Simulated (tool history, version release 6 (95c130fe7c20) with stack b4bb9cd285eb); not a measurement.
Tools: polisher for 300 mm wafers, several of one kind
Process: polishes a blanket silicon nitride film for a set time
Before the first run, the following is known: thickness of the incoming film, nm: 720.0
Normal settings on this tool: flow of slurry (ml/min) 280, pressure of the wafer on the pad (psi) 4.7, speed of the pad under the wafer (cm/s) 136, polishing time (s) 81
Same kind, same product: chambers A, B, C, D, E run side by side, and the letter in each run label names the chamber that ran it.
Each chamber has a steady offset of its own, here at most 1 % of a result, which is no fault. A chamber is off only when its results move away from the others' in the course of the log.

run	hour	flow of slurry (ml/min)	pressure of the wafer on the pad (psi)	speed of the pad under the wafer (cm/s)	polishing time (s)	wafers polished on this pad	hours since the slurry nozzle was cleaned	hours since the head pressure was calibrated	film removed (Å)
# hour 3.8: chamber D: worn pad replaced by a new one
1D	7.5	280	4.7	136	81	47	108.8	341.2	2341.4
# hour 9.5: chamber B: worn pad replaced by a new one
# hour 11.8: chamber A: worn pad replaced by a new one
2E	14.5	280	4.7	136	81	215	561.0	737.9	2368.9
3B	24.1	280	4.7	136	81	186	542.1	379.2	2321.0
4A	33.6	280	4.7	136	81	278	487.6	179.7	2365.7
5C	37.9	280	4.7	136	81	630	119.4	328.8	2321.5
6E	43.6	280	4.7	136	81	586	590.1	767.0	2335.2
7A	50.9	280	4.7	136	81	499	504.9	197.0	2354.6
8C	59.6	280	4.7	136	96	906	141.1	350.5	2725.8
9D	66.2	280	4.7	136	96	795	167.5	399.9	2783.4
# hour 67.7: chamber E: worn pad replaced by a new one
# hour 69.4: chamber B: worn pad replaced by a new one
10B	71.2	280	4.7	136	96	23	589.2	426.3	2739.1
# hour 73.2: chamber A: worn pad replaced by a new one
# hour 75.1: chamber D: worn pad replaced by a new one
11C	76.2	280	4.7	136	96	1118	157.7	367.1	2749.6
# hour 77.7: chamber C: worn pad replaced by a new one
12E	84.8	280	4.7	136	96	218	631.3	808.2	2815.9
13D	92.2	280	4.7	136	81	218	193.5	425.9	2352.8
14A	97.9	280	4.7	136	81	315	551.9	244.0	2370.5
# hour 99.7: chamber A: slurry nozzle cleaned
15B	105.1	280	4.7	136	81	455	623.1	460.2	2310.9
16A	110.4	280	4.7	136	81	475	10.7	256.5	2357.4
17B	119.2	280	4.7	136	81	635	637.2	474.3	2358.2
# hour 121.1: chamber A: head pressure recalibrated
# hour 126.3: chamber B: slurry nozzle cleaned
18C	126.9	280	4.7	136	81	627	208.4	417.8	2296.4
19D	132.9	280	4.7	136	81	737	234.2	466.6	2344.1
# hour 136.0: chamber D: worn pad replaced by a new one
# hour 140.2: chamber B: worn pad replaced by a new one
20E	140.7	280	4.7	136	81	930	687.2	864.1	2341.7
# hour 141.4: chamber E: worn pad replaced by a new one
# hour 142.7: chamber A: worn pad replaced by a new one
21C	146.3	280	4.7	136	81	874	227.8	437.2	2290.2
22E	151.5	185	4.7	136	94	129	698.0	874.9	2581.6
23A	157.5	185	4.7	136	94	189	57.8	36.4	2426.5
24D	167.3	185	4.7	136	94	399	268.6	501.0	2577.3
# hour 170.6: chamber E: slurry nozzle cleaned
25B	174.0	185	4.7	136	94	431	47.7	529.1	2595.3
26D	183.8	185	4.7	136	94	609	285.1	517.5	2587.2
# hour 187.1: chamber C: worn pad replaced by a new one
27C	193.3	280	4.7	136	81	79	274.8	484.2	2300.3
28E	197.7	280	4.7	136	81	718	27.1	921.1	2318.0
# hour 198.5: chamber B: worn pad replaced by a new one
# hour 203.0: chamber A: worn pad replaced by a new one
# hour 204.5: chamber D: worn pad replaced by a new one
29A	207.0	280	4.7	136	81	51	107.3	85.9	2189.1
30B	216.1	280	4.7	136	81	225	89.8	571.2	2327.1
31D	223.3	280	4.0	136	93	239	324.6	557.0	2326.2
# hour 223.9: chamber E: worn pad replaced by a new one
32E	229.0	280	4.0	136	93	65	58.4	952.4	2296.4
33C	234.9	280	4.0	136	93	609	316.4	525.8	2296.4
34B	241.9	280	4.0	136	93	554	115.6	597.0	2272.3
35A	250.7	280	4.0	136	93	608	151.0	129.6	2127.0
# hour 253.0: chamber B: worn pad replaced by a new one
36B	260.2	280	4.7	136	81	92	133.9	615.3	2329.6
# hour 260.6: chamber D: worn pad replaced by a new one
37D	265.1	280	4.7	136	81	57	366.4	598.8	2346.7
# hour 267.5: chamber A: worn pad replaced by a new one
38C	273.2	280	4.7	136	81	1097	354.7	564.1	2318.9
39E	278.4	280	4.7	136	81	694	107.8	1001.8	2322.4
40A	285.2	280	4.0	136	81	226	185.5	164.1	1874.1
41E	290.5	280	4.0	136	81	848	119.9	1013.9	2000.2
# hour 299.6: chamber C: worn pad replaced by a new one
42B	300.3	280	4.0	136	81	603	174.0	655.4	1979.5
43C	307.8	280	4.0	136	81	104	389.3	598.7	1967.1
44A	316.8	280	4.0	136	81	629	217.1	195.7	1853.1

Next, every chamber runs the same settings. What will each give?
45A	323.9	230	4.7	136	81				?
45B	323.9	230	4.7	136	81				?
45C	323.9	230	4.7	136	81				?
45D	323.9	230	4.7	136	81				?
45E	323.9	230	4.7	136	81				?

run	film removed (Å)
45A	2124.2
45B	2294.1
45C	2268.9
45D	2335.1
45E	2293.8
